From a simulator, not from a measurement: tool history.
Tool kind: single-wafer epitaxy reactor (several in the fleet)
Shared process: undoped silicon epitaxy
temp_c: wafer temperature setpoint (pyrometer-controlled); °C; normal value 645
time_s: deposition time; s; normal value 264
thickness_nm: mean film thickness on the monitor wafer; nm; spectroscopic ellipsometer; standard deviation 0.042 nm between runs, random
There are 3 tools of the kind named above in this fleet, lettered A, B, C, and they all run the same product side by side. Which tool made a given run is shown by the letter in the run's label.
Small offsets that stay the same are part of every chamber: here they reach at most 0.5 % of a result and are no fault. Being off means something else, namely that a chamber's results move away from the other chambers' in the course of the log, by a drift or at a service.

run,day,temp_c,time_s,hours since the last pyrometer calibration,"read-back reference wafer on the same gauge, thickness_nm",thickness_nm
1C,0.362,645,264,749.1,43.911,39.938
2B,0.567,645,264,141.7,43.910,39.594
3A,0.938,645,264,2336.8,43.927,39.722
4A,1.300,645,264,2345.5,43.925,39.674
5C,1.667,634,308,780.4,43.949,36.374
6B,1.862,634,308,172.8,43.944,36.159
7B,2.071,634,308,177.8,43.962,36.144
8C,2.367,645,264,797.2,43.945,40.017
9A,2.638,645,264,2377.6,43.956,39.698
10A,2.925,645,264,2384.5,43.970,39.671
11B,3.183,645,264,204.5,43.974,39.601
12C,3.575,645,264,826.2,43.986,40.008
13C,4.000,645,264,836.4,43.994,40.038
14B,4.375,645,244,233.1,44.003,36.621
15A,4.683,645,244,2426.7,44.013,36.719
16B,4.967,645,244,247.3,44.018,36.660
17C,5.250,645,264,866.4,44.017,40.017
18A,5.604,645,264,2448.8,44.036,39.707
# day 5.950: chamber A: pyrometer calibrated
19C,6.004,645,264,884.5,44.043,39.997
20B,6.192,645,264,276.7,44.038,39.727
21A,6.608,645,264,15.8,44.055,39.823
22A,6.921,645,264,23.3,44.055,39.766
23C,7.183,645,264,912.8,44.057,40.103
24B,7.483,645,264,307.7,44.078,39.767
25B,7.854,645,264,316.6,44.079,39.763

The same settings go to every chamber for the next run, one line per chamber below. Forecast the results for each:
26A,8.158,645,307,,,?
26B,8.158,645,307,,,?
26C,8.158,645,307,,,?

run,thickness_nm
26A,46.301
26B,46.193
26C,46.503
